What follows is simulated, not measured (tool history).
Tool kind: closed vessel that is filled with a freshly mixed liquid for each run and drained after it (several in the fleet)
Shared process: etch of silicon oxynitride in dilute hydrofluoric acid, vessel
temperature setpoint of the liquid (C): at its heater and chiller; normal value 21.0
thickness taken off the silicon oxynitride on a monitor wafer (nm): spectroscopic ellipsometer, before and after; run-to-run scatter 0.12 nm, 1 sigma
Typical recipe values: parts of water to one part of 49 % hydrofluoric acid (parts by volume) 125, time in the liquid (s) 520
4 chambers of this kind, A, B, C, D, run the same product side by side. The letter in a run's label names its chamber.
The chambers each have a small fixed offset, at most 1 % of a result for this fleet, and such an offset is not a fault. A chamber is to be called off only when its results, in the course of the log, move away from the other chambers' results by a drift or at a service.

run	hour	temperature setpoint of the liquid (C)	parts of water to one part of 49 % hydrofluoric acid (parts by volume)	time in the liquid (s)	hours since the thermometer was replaced	hours since the hydrofluoric acid flow meter was replaced	read-back film thickness of the silicon oxynitride reference wafer, read on the same gauge (nm)	thickness taken off the silicon oxynitride on a monitor wafer (nm)
1C	4.4	21.0	125	520	449.3	696.2	69.982	14.0530
2D	11.3	21.0	125	520	216.0	1911.2	69.992	14.3170
3B	16.1	21.0	125	520	704.9	244.3	69.980	14.1850
4A	23.2	21.0	125	520	619.6	266.2	70.024	14.2960
5A	27.4	21.0	125	520	623.8	270.4	69.993	13.9630
6C	34.4	21.0	125	520	479.3	726.2	69.999	14.2420
7D	40.8	25.5	80	520	245.5	1940.7	69.983	29.0440
8B	48.2	25.5	80	520	737.0	276.4	70.029	28.4330
9A	54.5	25.5	80	520	650.9	297.5	70.005	28.4610
10D	59.9	25.5	80	520	264.6	1959.8	70.000	28.7460
11C	63.8	21.0	125	520	508.7	755.6	70.004	14.2330
12B	68.7	21.0	125	520	757.5	296.9	69.977	14.1220
13D	74.7	21.0	125	520	279.4	1974.6	70.016	14.1650
14A	80.6	21.0	125	520	677.0	323.6	70.012	14.2710
15B	85.7	21.0	125	520	774.5	313.9	69.997	14.1730
# hour 90.9: chamber C: thermometer replaced
16C	93.4	21.0	125	520	2.5	785.2	70.003	14.2460
17A	98.0	21.0	125	520	694.4	341.0	69.996	13.9370
18B	103.7	21.0	125	520	792.5	331.9	70.014	14.1380
19D	108.9	21.0	125	520	313.6	2008.8	69.998	14.2750
20C	114.1	21.0	125	520	23.2	805.9	69.983	14.4100
# hour 115.5: chamber D: hydrofluoric acid flow meter replaced
21B	120.4	21.0	125	520	809.2	348.6	70.029	14.1100
22D	127.2	21.0	125	520	331.9	11.8	70.022	14.0410
23C	132.3	17.0	125	355	41.4	824.1	70.014	8.1466
24A	137.1	17.0	125	355	733.5	380.1	69.959	8.0996
25A	141.2	17.0	125	355	737.6	384.2	69.996	8.0538
26D	145.0	17.0	125	355	349.7	29.6	69.991	8.0016
27B	151.4	21.0	125	520	840.2	379.6	70.024	13.9460
28C	155.0	21.0	125	520	64.1	846.8	70.008	14.7900
29C	160.9	21.0	125	520	70.0	852.7	70.027	14.7310
30D	165.7	21.0	125	520	370.4	50.3	69.980	14.0680
31A	172.1	21.0	125	520	768.5	415.1	70.015	14.1000
32B	177.4	21.0	125	520	866.2	405.6	70.023	14.1030
33D	183.6	24.5	125	520	388.3	68.2	70.010	17.0840
34C	188.5	24.5	125	520	97.6	880.3	70.016	17.8560
# hour 189.2: chamber B: hydrofluoric acid flow meter replaced
35A	194.7	24.5	125	520	791.1	437.7	69.992	16.5920
36B	198.3	24.5	125	520	887.1	9.1	70.005	16.6620
37C	205.2	21.0	125	520	114.3	897.0	70.014	15.1020
38D	212.5	21.0	125	520	417.2	97.1	70.002	14.2940

For the next run the whole fleet of 4 chambers uses the same settings. Give each chamber's results:
39A	218.1	21.0	155	520				?
39B	218.1	21.0	155	520				?
39C	218.1	21.0	155	520				?
39D	218.1	21.0	155	520				?

run	thickness taken off the silicon oxynitride on a monitor wafer (nm)
39A	11.2390
39B	10.9000
39C	11.9720
39D	11.1940
